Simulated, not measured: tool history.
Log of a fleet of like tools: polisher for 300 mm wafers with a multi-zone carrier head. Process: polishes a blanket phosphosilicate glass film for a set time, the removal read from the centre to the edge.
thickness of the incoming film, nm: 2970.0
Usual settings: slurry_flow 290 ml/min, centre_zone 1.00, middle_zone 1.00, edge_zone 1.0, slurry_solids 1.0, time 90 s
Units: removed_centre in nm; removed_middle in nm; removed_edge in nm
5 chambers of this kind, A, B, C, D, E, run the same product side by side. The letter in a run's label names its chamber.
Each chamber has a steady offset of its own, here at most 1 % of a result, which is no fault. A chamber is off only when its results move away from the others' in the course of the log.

run     day  slurry_flow  centre_zone  middle_zone  edge_zone  slurry_solids  time  removed_centre  removed_middle  removed_edge
      0.233  -- chamber D: edge zone pressure recalibrated
 1D   0.379          290         1.00         1.00        1.0            1.0    90          787.60          770.94        767.69
      0.704  -- chamber A: slurry nozzle cleaned
 2C   0.883          290         1.00         1.00        1.0            1.0    90          782.26          790.35        787.81
 3E   1.571          290         1.00         1.00        1.0            1.0    90          792.91          796.98        795.98
 4B   2.212          290         1.00         1.00        1.0            1.0    90          788.83          775.26        785.51
      2.258  -- chamber B: worn pad replaced by a new one
      2.446  -- chamber E: worn pad replaced by a new one
 5A   2.512          290         1.00         1.00        1.0            1.0    90          785.61          800.33        790.52
      2.929  -- chamber A: worn pad replaced by a new one
 6E   3.154          290         1.00         1.00        1.0            1.0    90          802.05          792.79        789.67
      3.221  -- chamber C: worn pad replaced by a new one
      3.329  -- chamber D: slurry nozzle cleaned
 7B   3.596          290         1.00         1.00        1.0            1.0    90          777.58          787.96        775.76
      3.608  -- chamber C: slurry nozzle cleaned
 8D   4.062          290         1.00         1.00        1.0            1.0    90          783.28          753.73        768.08
 9A   4.417          290         1.00         1.00        1.0            1.0    90          783.97          781.61        780.91
      4.496  -- chamber B: edge zone pressure recalibrated
10C   5.012          290         1.00         1.00        1.0            1.0    90          772.29          799.11        773.47
      5.021  -- chamber C: centre zone pressure recalibrated
      5.138  -- chamber E: slurry nozzle cleaned
      5.158  -- chamber E: centre zone pressure recalibrated
11C   5.521          290         1.00         1.00        1.0            1.0    90          783.69          778.78        783.57
12E   5.967          290         1.00         1.00        1.0            1.0    90          780.95          778.49        785.33
      6.496  -- chamber A: worn pad replaced by a new one
13A   6.562          290         1.00         1.00        1.0            1.0    90          782.78          790.51        780.32
      6.833  -- chamber C: worn pad replaced by a new one
      7.150  -- chamber E: worn pad replaced by a new one
14B   7.167          290         1.00         1.00        1.0            1.0    90          778.95          782.87        792.21
15D   7.500          335         1.00         1.00        1.1            1.0    90          746.08          756.37        773.01
      7.688  -- chamber B: worn pad replaced by a new one
16A   7.883          335         1.00         1.00        1.1            1.0    90          803.58          799.17        831.50
17B   8.550          335         1.00         1.00        1.1            1.0    90          797.79          815.90        832.70
18C   8.933          335         1.00         1.00        1.1            1.0    90          787.23          812.81        826.70
      9.167  -- chamber C: edge zone pressure recalibrated
19D   9.312          335         1.00         1.00        1.1            1.0    90          741.85          740.12        784.50
      9.800  -- chamber A: worn pad replaced by a new one
      9.858  -- chamber C: worn pad replaced by a new one
20E   9.929          290         1.00         1.05        1.0            1.0    90          777.77          810.80        777.67
21B  10.604          290         1.00         1.05        1.0            1.0    90          779.12          832.01        783.55
     10.775  -- chamber B: slurry nozzle cleaned
22E  11.012          290         1.00         1.05        1.0            1.0    90          785.24          798.51        765.55
23D  11.358          290         1.00         1.05        1.0            1.0    90          710.82          754.34        724.24
24C  11.671          290         1.00         1.05        1.0            1.0    90          788.15          815.56        778.48
     11.812  -- chamber E: worn pad replaced by a new one
     11.862  -- chamber C: slurry nozzle cleaned
25A  11.996          290         1.00         1.00        1.0            1.0    90          773.71          777.88        794.38
26D  12.308          290         1.04         1.00        1.0            1.0    90          747.21          720.67        717.65
     12.654  -- chamber B: worn pad replaced by a new one
27B  12.742          290         1.04         1.00        1.0            1.0    90          806.48          785.83        767.38
     12.825  -- chamber E: edge zone pressure recalibrated
     13.100  -- chamber C: worn pad replaced by a new one
28E  13.229          290         1.04         1.00        1.0            1.0    90          819.79          781.78        778.13
     13.304  -- chamber B: centre zone pressure recalibrated
     13.446  -- chamber A: worn pad replaced by a new one
29A  13.742          290         1.04         1.00        1.0            1.0    90          820.54          771.04        792.03
30C  14.212          290         1.04         1.00        1.0            1.0    90          819.48          786.42        771.81
31D  14.658          290         1.00         1.00        1.0            1.0    90          688.53          706.92        686.54
32B  15.304          290         1.00         1.00        1.0            1.2    90          844.04          850.90        837.68
33E  15.771          290         1.00         1.00        1.0            1.2    90          841.51          857.46        830.83
34A  16.146          290         1.00         1.00        1.0            1.2    90          835.13          857.45        863.80
     16.267  -- chamber C: worn pad replaced by a new one
     16.454  -- chamber A: worn pad replaced by a new one
35C  16.500          290         1.00         1.00        1.0            1.2    90          840.79          863.70        841.57
     16.762  -- chamber A: edge zone pressure recalibrated
36A  16.800          290         1.00         1.00        1.0            1.2    90          834.04          858.57        871.27
37B  17.412          290         1.00         1.00        1.0            1.0    90          786.05          790.29        799.28

What goes on in this fleet: one chamber off, a drifting gauge, or nothing beyond the chambers' own small offsets? Name the chamber and the cause, if any.

Chamber D drifts away from the others.
Cause: removal rate lost through wear of the pad, % = 13.6.

Here are 4 candidates for chamber D's next run, each the usual settings with a change, their results left as question marks. Which one brings its results back in line with what the others give on the usual settings?
In line means no further than this from the other chambers' mean on the usual settings: removed_centre 28.00 nm; removed_middle 33.00 nm; removed_edge 35.00 nm
38D-1  17.904          295         1.00         1.02       1.00           1.10   112               ?               ?             ?
38D-2  17.904          285         1.00         0.99       0.99           0.95    71               ?               ?             ?
38D-3  17.904          285         1.00         1.00       1.00           0.95    80               ?               ?             ?
38D-4  17.904          295         1.00         1.01       1.00           1.05   101               ?               ?             ?

The other chambers' mean on the usual settings: removed_centre 778.72 nm; removed_middle 781.92 nm; removed_edge 779.51 nm
  run  removed_centre  removed_middle  removed_edge
38D-1          878.02          895.57        876.85
38D-2          519.61          516.18        517.12
38D-3          585.52          586.91        585.70
38D-4          776.05          784.58        775.18
38D-4 brings the chamber back in line.
